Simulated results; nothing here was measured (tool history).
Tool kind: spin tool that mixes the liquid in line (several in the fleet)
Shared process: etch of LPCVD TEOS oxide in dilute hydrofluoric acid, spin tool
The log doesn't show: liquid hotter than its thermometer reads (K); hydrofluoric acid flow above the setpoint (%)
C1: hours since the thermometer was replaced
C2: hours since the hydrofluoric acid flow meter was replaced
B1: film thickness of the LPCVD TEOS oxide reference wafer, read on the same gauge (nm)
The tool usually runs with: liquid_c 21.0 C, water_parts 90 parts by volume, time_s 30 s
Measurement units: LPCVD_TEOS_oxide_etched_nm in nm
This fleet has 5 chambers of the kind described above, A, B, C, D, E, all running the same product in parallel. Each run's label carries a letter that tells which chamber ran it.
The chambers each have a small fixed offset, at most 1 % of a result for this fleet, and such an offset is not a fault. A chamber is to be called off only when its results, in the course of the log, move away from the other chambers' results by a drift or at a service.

run 1A hour=7.7 | liquid_c=21.0 water_parts=90 time_s=30 | C1=821.2 C2=450.0 | B1=70.005 | LPCVD_TEOS_oxide_etched_nm=10.9060
-- hour=11.0 chamber D: hydrofluoric acid flow meter replaced
run 2E hour=21.4 | liquid_c=21.0 water_parts=90 time_s=30 | C1=204.7 C2=478.2 | B1=69.993 | LPCVD_TEOS_oxide_etched_nm=10.7040
run 3B hour=28.8 | liquid_c=21.0 water_parts=90 time_s=30 | C1=735.0 C2=169.2 | B1=70.009 | LPCVD_TEOS_oxide_etched_nm=10.9230
run 4C hour=36.0 | liquid_c=21.0 water_parts=90 time_s=30 | C1=407.1 C2=519.0 | B1=70.000 | LPCVD_TEOS_oxide_etched_nm=10.8660
run 5D hour=48.6 | liquid_c=21.0 water_parts=115 time_s=30 | C1=1260.6 C2=37.7 | B1=70.005 | LPCVD_TEOS_oxide_etched_nm=8.2644
run 6D hour=56.8 | liquid_c=21.0 water_parts=115 time_s=30 | C1=1268.8 C2=45.9 | B1=70.007 | LPCVD_TEOS_oxide_etched_nm=8.1558
run 7C hour=63.8 | liquid_c=21.0 water_parts=115 time_s=30 | C1=434.9 C2=546.8 | B1=70.006 | LPCVD_TEOS_oxide_etched_nm=8.1957
run 8E hour=77.4 | liquid_c=21.0 water_parts=115 time_s=30 | C1=260.7 C2=534.2 | B1=69.991 | LPCVD_TEOS_oxide_etched_nm=8.1953
run 9B hour=85.0 | liquid_c=21.0 water_parts=115 time_s=30 | C1=791.2 C2=225.4 | B1=70.015 | LPCVD_TEOS_oxide_etched_nm=8.2723
run 10A hour=93.6 | liquid_c=21.0 water_parts=90 time_s=30 | C1=907.1 C2=535.9 | B1=70.005 | LPCVD_TEOS_oxide_etched_nm=10.8410
-- hour=94.2 chamber C: hydrofluoric acid flow meter replaced
run 11E hour=101.8 | liquid_c=21.0 water_parts=90 time_s=30 | C1=285.1 C2=558.6 | B1=70.018 | LPCVD_TEOS_oxide_etched_nm=10.7980
run 12C hour=110.4 | liquid_c=21.0 water_parts=90 time_s=30 | C1=481.5 C2=16.3 | B1=69.999 | LPCVD_TEOS_oxide_etched_nm=10.8450
run 13A hour=116.5 | liquid_c=21.0 water_parts=90 time_s=30 | C1=930.0 C2=558.8 | B1=69.980 | LPCVD_TEOS_oxide_etched_nm=10.7670
run 14D hour=126.9 | liquid_c=21.0 water_parts=90 time_s=30 | C1=1338.9 C2=116.0 | B1=69.991 | LPCVD_TEOS_oxide_etched_nm=10.6590
run 15B hour=134.9 | liquid_c=21.0 water_parts=90 time_s=30 | C1=841.1 C2=275.3 | B1=69.994 | LPCVD_TEOS_oxide_etched_nm=10.9350
run 16D hour=142.5 | liquid_c=21.0 water_parts=90 time_s=30 | C1=1354.5 C2=131.6 | B1=69.991 | LPCVD_TEOS_oxide_etched_nm=10.7460
run 17C hour=151.7 | liquid_c=21.0 water_parts=90 time_s=30 | C1=522.8 C2=57.6 | B1=70.004 | LPCVD_TEOS_oxide_etched_nm=10.7950
run 18E hour=165.0 | liquid_c=21.0 water_parts=90 time_s=30 | C1=348.3 C2=621.8 | B1=70.003 | LPCVD_TEOS_oxide_etched_nm=10.7830
run 19A hour=174.4 | liquid_c=21.0 water_parts=90 time_s=45 | C1=987.9 C2=616.7 | B1=69.989 | LPCVD_TEOS_oxide_etched_nm=16.0950
run 20B hour=183.8 | liquid_c=21.0 water_parts=90 time_s=45 | C1=890.0 C2=324.2 | B1=70.010 | LPCVD_TEOS_oxide_etched_nm=16.2840
run 21A hour=192.0 | liquid_c=21.0 water_parts=90 time_s=45 | C1=1005.5 C2=634.3 | B1=69.992 | LPCVD_TEOS_oxide_etched_nm=16.3100
run 22C hour=204.1 | liquid_c=21.0 water_parts=90 time_s=45 | C1=575.2 C2=110.0 | B1=69.991 | LPCVD_TEOS_oxide_etched_nm=16.6580
-- hour=212.3 chamber E: hydrofluoric acid flow meter replaced
run 23D hour=217.5 | liquid_c=21.0 water_parts=90 time_s=45 | C1=1429.5 C2=206.6 | B1=70.010 | LPCVD_TEOS_oxide_etched_nm=15.9940
run 24E hour=223.6 | liquid_c=21.0 water_parts=90 time_s=30 | C1=406.9 C2=11.4 | B1=70.009 | LPCVD_TEOS_oxide_etched_nm=10.7330
-- hour=235.0 chamber D: thermometer replaced
run 25B hour=235.9 | liquid_c=19.5 water_parts=90 time_s=30 | C1=942.1 C2=376.3 | B1=70.004 | LPCVD_TEOS_oxide_etched_nm=10.1930
run 26A hour=247.7 | liquid_c=19.5 water_parts=90 time_s=30 | C1=1061.2 C2=690.0 | B1=69.999 | LPCVD_TEOS_oxide_etched_nm=10.0770
run 27E hour=256.1 | liquid_c=19.5 water_parts=90 time_s=30 | C1=439.4 C2=43.9 | B1=70.007 | LPCVD_TEOS_oxide_etched_nm=10.1340
run 28D hour=266.0 | liquid_c=19.5 water_parts=90 time_s=30 | C1=31.0 C2=255.1 | B1=69.982 | LPCVD_TEOS_oxide_etched_nm=10.2060
-- hour=275.8 chamber B: thermometer replaced
run 29B hour=277.7 | liquid_c=19.5 water_parts=90 time_s=30 | C1=2.0 C2=418.1 | B1=69.995 | LPCVD_TEOS_oxide_etched_nm=10.3080
run 30C hour=285.5 | liquid_c=21.0 water_parts=90 time_s=30 | C1=656.6 C2=191.4 | B1=69.991 | LPCVD_TEOS_oxide_etched_nm=11.2720
run 31D hour=295.3 | liquid_c=21.0 water_parts=90 time_s=30 | C1=60.3 C2=284.4 | B1=70.002 | LPCVD_TEOS_oxide_etched_nm=10.6230
run 32E hour=303.7 | liquid_c=21.0 water_parts=90 time_s=30 | C1=487.0 C2=91.5 | B1=69.998 | LPCVD_TEOS_oxide_etched_nm=10.7890

Decide between three cases: one chamber stands off from its peers, the gauge reading all wafers drifts, or nothing is wrong past each chamber's small offset. Where a chamber is off, say which and what most likely put it there.

One chamber, C, drifts off from the rest bit by bit.
Cause: liquid hotter than its thermometer reads (K) = 1.42.
The log may not separate it from: hydrofluoric acid flow above the setpoint (%).

Here are 4 candidates for chamber C's next run, each the usual settings with a change, their results left as question marks. Which one brings its results back in line with what the others give on the usual settings?
Counts as in line when no further than this from what the other chambers average on the usual settings: LPCVD_TEOS_oxide_etched_nm 0.2600 nm
run 33C-1 hour=313.5 | liquid_c=21.5 water_parts=90 time_s=30 | LPCVD_TEOS_oxide_etched_nm=?
run 33C-2 hour=313.5 | liquid_c=22.5 water_parts=90 time_s=30 | LPCVD_TEOS_oxide_etched_nm=?
run 33C-3 hour=313.5 | liquid_c=21.0 water_parts=95 time_s=30 | LPCVD_TEOS_oxide_etched_nm=?
run 33C-4 hour=313.5 | liquid_c=20.5 water_parts=90 time_s=30 | LPCVD_TEOS_oxide_etched_nm=?

Average result of the remaining chambers running the usual settings: LPCVD_TEOS_oxide_etched_nm 10.7880 nm
run=33C-1 LPCVD_TEOS_oxide_etched_nm=11.6540
run=33C-2 LPCVD_TEOS_oxide_etched_nm=12.1310
run=33C-3 LPCVD_TEOS_oxide_etched_nm=10.7560
run=33C-4 LPCVD_TEOS_oxide_etched_nm=11.1910
33C-3 is the one that brings the chamber's results back in line with the other chambers.
